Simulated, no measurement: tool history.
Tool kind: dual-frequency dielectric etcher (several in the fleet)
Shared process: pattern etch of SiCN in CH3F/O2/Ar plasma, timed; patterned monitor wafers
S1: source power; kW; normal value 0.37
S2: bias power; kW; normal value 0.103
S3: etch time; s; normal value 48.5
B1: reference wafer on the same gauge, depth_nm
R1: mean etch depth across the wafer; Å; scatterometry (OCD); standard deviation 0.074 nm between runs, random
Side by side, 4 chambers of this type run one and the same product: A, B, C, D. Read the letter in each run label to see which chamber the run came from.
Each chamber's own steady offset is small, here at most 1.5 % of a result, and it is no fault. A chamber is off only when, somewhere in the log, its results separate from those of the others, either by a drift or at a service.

run    day    S1     S2    S3      B1      R1
 1B  0.254  0.37  0.103  48.5  20.199  199.57
 2D  0.462  0.37  0.103  48.5  20.215  202.05
 3A  0.717  0.37  0.103  48.5  20.187  203.18
 4C  0.875  0.37  0.103  48.5  20.198  202.58
 5C  1.017  0.37  0.103  48.5  20.201  202.45
     1.188  -- chamber D: wet clean of the chamber
 6A  1.317  0.37  0.103  48.5  20.203  202.99
 7D  1.579  0.37  0.103  48.5  20.185  201.14
 8B   1.85  0.37  0.103  48.5   20.19  200.07
 9B  1.996  0.37  0.103  48.5  20.193  199.47
10A  2.146  0.37  0.103  48.5  20.205  203.35
11C   2.45  0.37  0.126    58  20.196   261.8
12D  2.646  0.37  0.126    58  20.213  260.61
13B  2.817  0.37  0.126    58  20.199  257.72
14D  3.004  0.37  0.126    58  20.207  261.92
15A  3.238  0.37  0.103  48.5  20.191  204.16
16C  3.512  0.37  0.103  61.5  20.222  258.03
17D  3.667  0.37  0.103  61.5    20.2  257.81
18C  3.975  0.37  0.103  61.5  20.201   260.4
19B   4.25  0.37  0.103  61.5  20.191  252.75
20A  4.496  0.37  0.103  48.5  20.209  203.72
21C  4.658  0.37  0.103  48.5  20.209  205.52
22D  4.925  0.37  0.103  48.5  20.198  202.46
23A   5.15  0.37  0.103  48.5   20.21  204.18
24B   5.45  0.37  0.103  48.5    20.2  199.34
25A  5.688  0.37  0.103  48.5  20.212  202.45
     5.783  -- chamber D: bias power generator calibrated
26C   5.95  0.37  0.112  48.5  20.186  213.79
27D  6.204  0.37  0.112  48.5  20.207  208.96

The same settings go to every chamber for the next run, one line per chamber below. Forecast the results for each:
28A  6.433  0.37  0.103  48.5       ?
28B  6.433  0.37  0.103  48.5       ?
28C  6.433  0.37  0.103  48.5       ?
28D  6.433  0.37  0.103  48.5       ?

run      R1
28A  203.65
28B  199.15
28C  208.52
28D  202.38

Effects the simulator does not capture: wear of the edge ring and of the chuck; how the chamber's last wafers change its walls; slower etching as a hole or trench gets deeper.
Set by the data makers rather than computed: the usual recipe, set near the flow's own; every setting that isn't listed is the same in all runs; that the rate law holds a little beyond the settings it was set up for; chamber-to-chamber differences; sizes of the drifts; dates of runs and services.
